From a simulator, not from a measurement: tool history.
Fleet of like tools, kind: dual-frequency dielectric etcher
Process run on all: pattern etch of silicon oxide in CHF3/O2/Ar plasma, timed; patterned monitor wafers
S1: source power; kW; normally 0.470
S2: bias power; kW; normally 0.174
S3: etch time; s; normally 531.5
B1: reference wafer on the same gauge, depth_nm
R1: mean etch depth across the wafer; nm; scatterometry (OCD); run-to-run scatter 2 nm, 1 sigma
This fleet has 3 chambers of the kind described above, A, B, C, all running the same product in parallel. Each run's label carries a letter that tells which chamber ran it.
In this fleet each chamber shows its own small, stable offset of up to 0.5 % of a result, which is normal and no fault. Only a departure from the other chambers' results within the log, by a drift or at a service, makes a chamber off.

run	hour	S1	S2	S3	B1	R1
1A	3.2	0.470	0.174	531.5	896.45	947.78
2B	6.0	0.470	0.174	531.5	897.33	948.51
3C	10.1	0.470	0.174	531.5	897.07	943.37
4C	14.2	0.470	0.174	531.5	896.79	944.57
5B	18.1	0.470	0.174	531.5	896.84	949.13
6A	21.9	0.470	0.174	531.5	897.36	942.95
7C	25.1	0.470	0.174	531.5	896.91	944.72
8B	28.4	0.470	0.174	531.5	896.51	946.37
9A	30.4	0.470	0.174	531.5	897.31	948.27
10A	34.3	0.470	0.174	531.5	897.40	945.13
11C	36.2	0.470	0.174	531.5	896.65	940.47
12B	40.3	0.470	0.174	531.5	896.97	950.74
13B	43.7	0.470	0.174	531.5	896.76	947.13
14C	45.9	0.470	0.174	531.5	897.35	945.36
15A	49.6	0.470	0.174	531.5	896.65	945.38
16B	53.7	0.470	0.174	531.5	897.29	948.64
# hour 55.1: chamber C: wet clean of the chamber
17A	57.7	0.470	0.174	531.5	896.55	950.25
18C	60.8	0.470	0.174	531.5	897.25	959.46
19A	64.5	0.470	0.174	531.5	896.62	945.10
20B	66.8	0.470	0.174	531.5	896.53	950.87
21C	70.2	0.470	0.174	531.5	896.89	963.72
22C	74.3	0.470	0.174	531.5	896.61	960.70
23A	77.4	0.520	0.174	531.5	897.34	983.28
24B	79.8	0.520	0.174	531.5	897.28	987.72
25C	83.5	0.520	0.174	531.5	897.54	1000.20
26A	86.1	0.470	0.174	531.5	897.15	942.08
27B	88.7	0.470	0.174	531.5	896.16	949.21
28B	91.1	0.470	0.174	531.5	896.56	950.50
29A	94.6	0.470	0.174	531.5	896.95	946.83
30C	97.8	0.470	0.174	531.5	896.87	957.57
31B	99.8	0.470	0.174	531.5	897.28	947.81
32C	103.0	0.470	0.174	664.0	897.19	1198.60
33A	106.6	0.470	0.174	664.0	897.42	1180.30
34C	109.0	0.470	0.174	664.0	896.72	1198.90
35A	112.8	0.470	0.174	531.5	897.54	942.23

Which is it: a chamber that has drifted or been left off by a service, a gauge drift common to all chambers, or only each chamber's usual small offset? If a chamber is off, name it and its likeliest cause.

Chamber C came out of a service off from its peers and stayed that way.
Cause: etch rate over this chamber's usual, % = 1.9.

Here are 4 candidates for chamber C's next run, each the usual settings with a change, their results left as question marks. Which one brings its results back in line with what the others give on the usual settings?
In line here means within this much of the mean the other chambers give on the usual settings: R1 7.60 nm
36C-1	115.9	0.470	0.173	525.0		?
36C-2	115.9	0.470	0.175	545.5		?
36C-3	115.9	0.470	0.175	538.0		?
36C-4	115.9	0.470	0.173	518.5		?

The mean the other chambers reach with the usual settings: R1 947.13 nm
run	R1
36C-1	948.40
36C-2	989.35
36C-3	975.74
36C-4	936.66
The right change is 36C-1: it brings the chamber back within the allowed miss of the others.

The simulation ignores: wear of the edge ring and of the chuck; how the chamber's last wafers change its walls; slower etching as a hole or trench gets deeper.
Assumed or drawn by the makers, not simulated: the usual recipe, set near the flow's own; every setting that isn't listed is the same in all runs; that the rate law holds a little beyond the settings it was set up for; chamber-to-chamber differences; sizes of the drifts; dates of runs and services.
